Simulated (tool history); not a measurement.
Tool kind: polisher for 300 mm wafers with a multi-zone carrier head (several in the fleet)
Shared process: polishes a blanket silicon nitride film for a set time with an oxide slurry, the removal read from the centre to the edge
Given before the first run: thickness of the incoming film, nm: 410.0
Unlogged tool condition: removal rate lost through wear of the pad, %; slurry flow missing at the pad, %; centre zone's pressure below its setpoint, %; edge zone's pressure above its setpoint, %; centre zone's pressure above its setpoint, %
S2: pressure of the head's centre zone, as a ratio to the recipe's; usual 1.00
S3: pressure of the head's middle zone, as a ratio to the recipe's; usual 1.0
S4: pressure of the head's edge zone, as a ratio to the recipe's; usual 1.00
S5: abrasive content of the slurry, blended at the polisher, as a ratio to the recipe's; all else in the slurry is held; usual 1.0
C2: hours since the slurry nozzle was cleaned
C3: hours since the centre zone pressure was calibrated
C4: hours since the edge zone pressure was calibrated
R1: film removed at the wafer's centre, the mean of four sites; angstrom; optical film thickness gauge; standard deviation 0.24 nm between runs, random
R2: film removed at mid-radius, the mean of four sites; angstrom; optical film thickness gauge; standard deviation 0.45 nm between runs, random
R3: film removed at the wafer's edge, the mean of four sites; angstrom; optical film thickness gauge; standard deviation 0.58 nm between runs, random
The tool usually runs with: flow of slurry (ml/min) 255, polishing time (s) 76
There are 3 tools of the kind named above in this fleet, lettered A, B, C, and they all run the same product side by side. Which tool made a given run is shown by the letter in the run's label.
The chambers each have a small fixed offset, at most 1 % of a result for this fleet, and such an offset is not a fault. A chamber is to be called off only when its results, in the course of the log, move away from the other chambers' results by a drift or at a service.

run 1A hour=10.0 | flow_of_slurry_(ml/min)=255 S2=1.00 S3=1.0 S4=1.00 S5=1.0 polishing_time_(s)=76 | wafers_polished_on_this_pad=585 C2=392.5 C3=227.9 C4=260.2 | R1=394.32 R2=402.60 R3=392.92
run 2C hour=20.7 | flow_of_slurry_(ml/min)=255 S2=1.00 S3=1.0 S4=1.00 S5=1.0 polishing_time_(s)=76 | wafers_polished_on_this_pad=426 C2=199.9 C3=569.8 C4=688.8 | R1=393.57 R2=395.04 R3=402.10
run 3B hour=27.8 | flow_of_slurry_(ml/min)=255 S2=1.00 S3=1.0 S4=1.00 S5=1.0 polishing_time_(s)=76 | wafers_polished_on_this_pad=1461 C2=326.7 C3=175.6 C4=669.1 | R1=394.04 R2=392.31 R3=395.27
run 4B hour=37.3 | flow_of_slurry_(ml/min)=255 S2=1.00 S3=1.0 S4=1.00 S5=1.0 polishing_time_(s)=76 | wafers_polished_on_this_pad=1515 C2=336.2 C3=185.1 C4=678.6 | R1=392.08 R2=385.79 R3=400.47
run 5A hour=44.8 | flow_of_slurry_(ml/min)=255 S2=1.00 S3=1.0 S4=1.00 S5=1.0 polishing_time_(s)=76 | wafers_polished_on_this_pad=782 C2=427.3 C3=262.7 C4=295.0 | R1=391.69 R2=390.89 R3=391.11
run 6C hour=50.9 | flow_of_slurry_(ml/min)=255 S2=1.00 S3=1.1 S4=1.00 S5=1.2 polishing_time_(s)=76 | wafers_polished_on_this_pad=597 C2=230.1 C3=600.0 C4=719.0 | R1=424.70 R2=462.14 R3=415.79
run 7C hour=57.2 | flow_of_slurry_(ml/min)=255 S2=1.00 S3=1.1 S4=1.00 S5=1.2 polishing_time_(s)=76 | wafers_polished_on_this_pad=633 C2=236.4 C3=606.3 C4=725.3 | R1=421.80 R2=456.47 R3=424.03
run 8B hour=64.8 | flow_of_slurry_(ml/min)=255 S2=1.00 S3=1.1 S4=1.00 S5=1.2 polishing_time_(s)=76 | wafers_polished_on_this_pad=1671 C2=363.7 C3=212.6 C4=706.1 | R1=432.03 R2=463.33 R3=422.15
-- hour=68.2 chamber B: worn pad replaced by a new one
run 9A hour=77.2 | flow_of_slurry_(ml/min)=255 S2=1.00 S3=1.0 S4=1.00 S5=1.0 polishing_time_(s)=76 | wafers_polished_on_this_pad=966 C2=459.7 C3=295.1 C4=327.4 | R1=388.10 R2=394.15 R3=392.97
run 10C hour=84.3 | flow_of_slurry_(ml/min)=255 S2=1.00 S3=1.0 S4=1.00 S5=1.0 polishing_time_(s)=76 | wafers_polished_on_this_pad=787 C2=263.5 C3=633.4 C4=752.4 | R1=398.84 R2=394.74 R3=398.92
run 11B hour=92.2 | flow_of_slurry_(ml/min)=255 S2=1.00 S3=1.0 S4=1.00 S5=1.0 polishing_time_(s)=76 | wafers_polished_on_this_pad=136 C2=391.1 C3=240.0 C4=733.5 | R1=393.78 R2=392.63 R3=392.13
-- hour=92.4 chamber C: worn pad replaced by a new one
-- hour=102.6 chamber A: worn pad replaced by a new one
run 12A hour=102.7 | flow_of_slurry_(ml/min)=255 S2=1.00 S3=1.0 S4=1.00 S5=1.0 polishing_time_(s)=76 | wafers_polished_on_this_pad=1 C2=485.2 C3=320.6 C4=352.9 | R1=388.84 R2=399.82 R3=380.47
run 13B hour=111.9 | flow_of_slurry_(ml/min)=255 S2=1.00 S3=1.0 S4=1.00 S5=1.0 polishing_time_(s)=76 | wafers_polished_on_this_pad=248 C2=410.8 C3=259.7 C4=753.2 | R1=396.33 R2=399.98 R3=385.41
run 14A hour=123.8 | flow_of_slurry_(ml/min)=255 S2=1.00 S3=1.0 S4=1.00 S5=1.0 polishing_time_(s)=76 | wafers_polished_on_this_pad=120 C2=506.3 C3=341.7 C4=374.0 | R1=391.76 R2=398.01 R3=393.60
-- hour=130.2 chamber A: slurry nozzle cleaned
run 15C hour=131.3 | flow_of_slurry_(ml/min)=255 S2=1.00 S3=1.0 S4=1.00 S5=1.0 polishing_time_(s)=76 | wafers_polished_on_this_pad=221 C2=310.5 C3=680.4 C4=799.4 | R1=404.69 R2=383.23 R3=393.56
run 16A hour=144.1 | flow_of_slurry_(ml/min)=255 S2=1.00 S3=1.0 S4=1.00 S5=1.0 polishing_time_(s)=76 | wafers_polished_on_this_pad=236 C2=13.9 C3=362.0 C4=394.3 | R1=391.60 R2=390.72 R3=390.54
run 17C hour=152.0 | flow_of_slurry_(ml/min)=255 S2=0.91 S3=1.0 S4=1.00 S5=1.2 polishing_time_(s)=76 | wafers_polished_on_this_pad=338 C2=331.2 C3=701.1 C4=820.1 | R1=400.25 R2=432.77 R3=416.47
run 18B hour=162.3 | flow_of_slurry_(ml/min)=255 S2=0.91 S3=1.0 S4=1.00 S5=1.2 polishing_time_(s)=76 | wafers_polished_on_this_pad=534 C2=461.2 C3=310.1 C4=803.6 | R1=382.19 R2=428.18 R3=426.14
run 19C hour=169.7 | flow_of_slurry_(ml/min)=255 S2=0.91 S3=1.0 S4=1.00 S5=1.2 polishing_time_(s)=76 | wafers_polished_on_this_pad=439 C2=348.9 C3=718.8 C4=837.8 | R1=402.24 R2=421.83 R3=431.50
run 20A hour=181.8 | flow_of_slurry_(ml/min)=255 S2=1.00 S3=1.0 S4=1.00 S5=1.0 polishing_time_(s)=76 | wafers_polished_on_this_pad=450 C2=51.6 C3=399.7 C4=432.0 | R1=392.76 R2=396.01 R3=388.88
run 21B hour=188.5 | flow_of_slurry_(ml/min)=255 S2=1.00 S3=1.0 S4=1.00 S5=1.0 polishing_time_(s)=102 | wafers_polished_on_this_pad=683 C2=487.4 C3=336.3 C4=829.8 | R1=520.07 R2=527.02 R3=536.10
run 22C hour=199.9 | flow_of_slurry_(ml/min)=255 S2=1.00 S3=1.0 S4=1.00 S5=1.0 polishing_time_(s)=102 | wafers_polished_on_this_pad=610 C2=379.1 C3=749.0 C4=868.0 | R1=561.96 R2=519.48 R3=523.91
run 23B hour=211.5 | flow_of_slurry_(ml/min)=255 S2=1.00 S3=1.0 S4=1.00 S5=1.0 polishing_time_(s)=102 | wafers_polished_on_this_pad=813 C2=510.4 C3=359.3 C4=852.8 | R1=533.36 R2=523.59 R3=526.06
run 24A hour=220.0 | flow_of_slurry_(ml/min)=255 S2=1.00 S3=1.0 S4=1.00 S5=1.0 polishing_time_(s)=76 | wafers_polished_on_this_pad=666 C2=89.8 C3=437.9 C4=470.2 | R1=389.68 R2=394.75 R3=390.05
run 25A hour=231.8 | flow_of_slurry_(ml/min)=255 S2=1.00 S3=1.0 S4=1.00 S5=1.0 polishing_time_(s)=76 | wafers_polished_on_this_pad=733 C2=101.6 C3=449.7 C4=482.0 | R1=388.87 R2=395.51 R3=389.22
run 26C hour=238.2 | flow_of_slurry_(ml/min)=255 S2=1.00 S3=1.0 S4=1.00 S5=1.0 polishing_time_(s)=76 | wafers_polished_on_this_pad=827 C2=417.4 C3=787.3 C4=906.3 | R1=422.28 R2=396.20 R3=393.62
-- hour=245.5 chamber C: worn pad replaced by a new one
run 27B hour=251.6 | flow_of_slurry_(ml/min)=305 S2=1.09 S3=1.0 S4=1.00 S5=1.0 polishing_time_(s)=76 | wafers_polished_on_this_pad=1041 C2=550.5 C3=399.4 C4=892.9 | R1=441.89 R2=403.15 R3=392.78
run 28C hour=262.1 | flow_of_slurry_(ml/min)=305 S2=1.09 S3=1.0 S4=1.00 S5=1.0 polishing_time_(s)=76 | wafers_polished_on_this_pad=94 C2=441.3 C3=811.2 C4=930.2 | R1=478.31 R2=396.91 R3=398.85

What goes on in this fleet: one chamber off, a drifting gauge, or nothing beyond the chambers' own small offsets? Name the chamber and the cause, if any.

It is chamber C that slowly wanders off from its peers.
What lies behind it: centre zone's pressure above its setpoint, % = 8.39.

Here are 4 candidates for chamber C's next run, each the usual settings with a change, their results left as question marks. Which one brings its results back in line with what the others give on the usual settings?
To be in line, a result may differ from the other chambers' mean on the usual settings by at most: R1 8.40 angstrom; R2 16.00 angstrom; R3 20.00 angstrom
run 29C-1 hour=271.9 | flow_of_slurry_(ml/min)=260 S2=1.08 S3=0.98 S4=0.97 S5=1.0 polishing_time_(s)=76 | R1=? R2=? R3=?
run 29C-2 hour=271.9 | flow_of_slurry_(ml/min)=255 S2=0.97 S3=1.01 S4=1.01 S5=1.0 polishing_time_(s)=76 | R1=? R2=? R3=?
run 29C-3 hour=271.9 | flow_of_slurry_(ml/min)=250 S2=0.92 S3=1.02 S4=1.03 S5=1.0 polishing_time_(s)=76 | R1=? R2=? R3=?
run 29C-4 hour=271.9 | flow_of_slurry_(ml/min)=255 S2=1.03 S3=0.99 S4=0.99 S5=1.0 polishing_time_(s)=76 | R1=? R2=? R3=?

Other chambers, usual settings, mean: R1 391.70 angstrom; R2 393.29 angstrom; R3 392.78 angstrom
run=29C-1 R1=466.73 R2=384.72 R3=385.00
run=29C-2 R1=414.20 R2=394.77 R3=392.51
run=29C-3 R1=389.85 R2=397.54 R3=395.93
run=29C-4 R1=442.24 R2=387.55 R3=388.47
It is 29C-3 that realigns the chamber with its peers.
